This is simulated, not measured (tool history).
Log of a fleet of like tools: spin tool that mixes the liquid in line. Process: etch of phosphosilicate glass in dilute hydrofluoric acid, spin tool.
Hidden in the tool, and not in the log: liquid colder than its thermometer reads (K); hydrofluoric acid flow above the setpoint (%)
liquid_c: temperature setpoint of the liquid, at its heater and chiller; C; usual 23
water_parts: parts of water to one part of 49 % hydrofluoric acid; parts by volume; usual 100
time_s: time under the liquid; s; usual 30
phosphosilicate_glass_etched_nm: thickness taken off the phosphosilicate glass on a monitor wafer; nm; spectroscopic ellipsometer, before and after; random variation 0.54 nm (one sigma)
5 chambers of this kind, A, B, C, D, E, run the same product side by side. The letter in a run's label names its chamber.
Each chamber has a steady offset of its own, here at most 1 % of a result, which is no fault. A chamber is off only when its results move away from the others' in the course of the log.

run   hour  liquid_c  water_parts  time_s  hours since the thermometer was replaced  hours since the hydrofluoric acid flow meter was replaced  read-back film thickness of the phosphosilicate glass reference wafer, read on the same gauge (nm)  phosphosilicate_glass_etched_nm
 1C    5.2        23          100      30                                     658.6                                                        146                                                                                              39.998                           57.148
 2A   13.2        23          100      30                                     679.7                                                     1307.6                                                                                              40.056                           57.142
 3E   20.5        23          100      30                                     641.3                                                        126                                                                                               39.94                           57.735
 4D     28        23          100      30                                    1214.5                                                      832.8                                                                                              39.985                             58.3
 5B   36.8      24.5          100      40                                     637.5                                                       50.2                                                                                               40.01                           81.902
 6E   45.4      24.5          100      40                                     666.2                                                      150.9                                                                                              40.041                           82.301
 7B     50      24.5          100      40                                     650.7                                                       63.4                                                                                              40.014                           82.728
 8C   54.9      24.5          100      40                                     708.3                                                      195.7                                                                                              40.029                           80.358
 9D   64.1      24.5          100      40                                    1250.6                                                      868.9                                                                                              39.968                           81.137
10A   72.8        23          100      30                                     739.3                                                     1367.2                                                                                                  40                           57.205
11E   81.3        23          100      30                                     702.1                                                      186.8                                                                                              39.993                           57.612
12A   90.3        23          100      30                                     756.8                                                     1384.7                                                                                              40.014                           57.462
13D   96.9        23          100      30                                    1283.4                                                      901.7                                                                                              39.982                           56.791
14B  105.6        23          100      30                                     706.3                                                        119                                                                                              40.004                           58.588
15C  111.4        23          100      30                                     764.8                                                      252.2                                                                                              39.987                           58.397
16D    118        23          100      30                                    1304.5                                                      922.8                                                                                              40.046                           56.074
17C  124.5        23          100      30                                     777.9                                                      265.3                                                                                               39.97                           58.373
18A    133        23          100      30                                     799.5                                                     1427.4                                                                                              39.975                           57.174
19E  141.6        23          100      50                                     762.4                                                      247.1                                                                                              40.003                           96.131
20B  148.8        23          100      50                                     749.5                                                      162.2                                                                                              40.032                           95.338
21D  156.6        23          100      50                                    1343.1                                                      961.4                                                                                              39.968                           92.437
22C    161        23          100      50                                     814.4                                                      301.8                                                                                              39.992                           95.717
23B  165.9        23          100      50                                     766.6                                                      179.3                                                                                              39.973                           97.059
24A  172.3        23           80      15                                     838.8                                                     1466.7                                                                                              39.987                           36.523
25E  180.2        23           80      15                                       801                                                      285.7                                                                                              39.978                            37.26
26D  189.2        23           80      15                                    1375.7                                                        994                                                                                              40.021                           35.234
27C  194.9        23           80      15                                     848.3                                                      335.7                                                                                              40.022                           36.431
28E  203.6        23           80      15                                     824.4                                                      309.1                                                                                              39.991                           37.188
29B  210.6        23          100      30                                     811.3                                                        224                                                                                              39.969                           58.111
30A    216        23          100      30                                     882.5                                                     1510.4                                                                                              39.998                           57.143
31E  226.1        23           85      40                                     846.9                                                      331.6                                                                                              40.014                           93.246
32C  235.7        23           85      40                                     889.1                                                      376.5                                                                                               40.01                           92.732
33D    244        23           85      40                                    1430.5                                                     1048.8                                                                                              40.007                           87.742
34B  249.9        23           85      40                                     850.6                                                      263.3                                                                                              40.037                           91.921
35A    256        23           85      40                                     922.5                                                     1550.4                                                                                              39.988                           91.816
36E  263.6        23          100      30                                     884.4                                                      369.1                                                                                              40.041                           57.391

What goes on in this fleet: one chamber off, a drifting gauge, or nothing beyond the chambers' own small offsets? Name the chamber and the cause, if any.

Chamber D drifts away from the others.
Cause: liquid colder than its thermometer reads (K) = 1.43.
The log may not tell that from: hydrofluoric acid flow below the setpoint (%).

Here are 4 candidates for chamber D's next run, each the usual settings with a change, their results left as question marks. Which one brings its results back in line with what the others give on the usual settings?
In line means no further than this from the other chambers' mean on the usual settings: phosphosilicate_glass_etched_nm 1.9 nm
37D-1  270.7      24.5          100      30                                                                                                                                                                                                                                         ?
37D-2  270.7        23           90      30                                                                                                                                                                                                                                         ?
37D-3  270.7        23          110      30                                                                                                                                                                                                                                         ?
37D-4  270.7        23          105      30                                                                                                                                                                                                                                         ?

The other chambers' mean on the usual settings: phosphosilicate_glass_etched_nm 57.682 nm
  run  phosphosilicate_glass_etched_nm
37D-1                            57.91
37D-2                           61.188
37D-3                           49.061
37D-4                           51.662
37D-1 brings the chamber back in line.
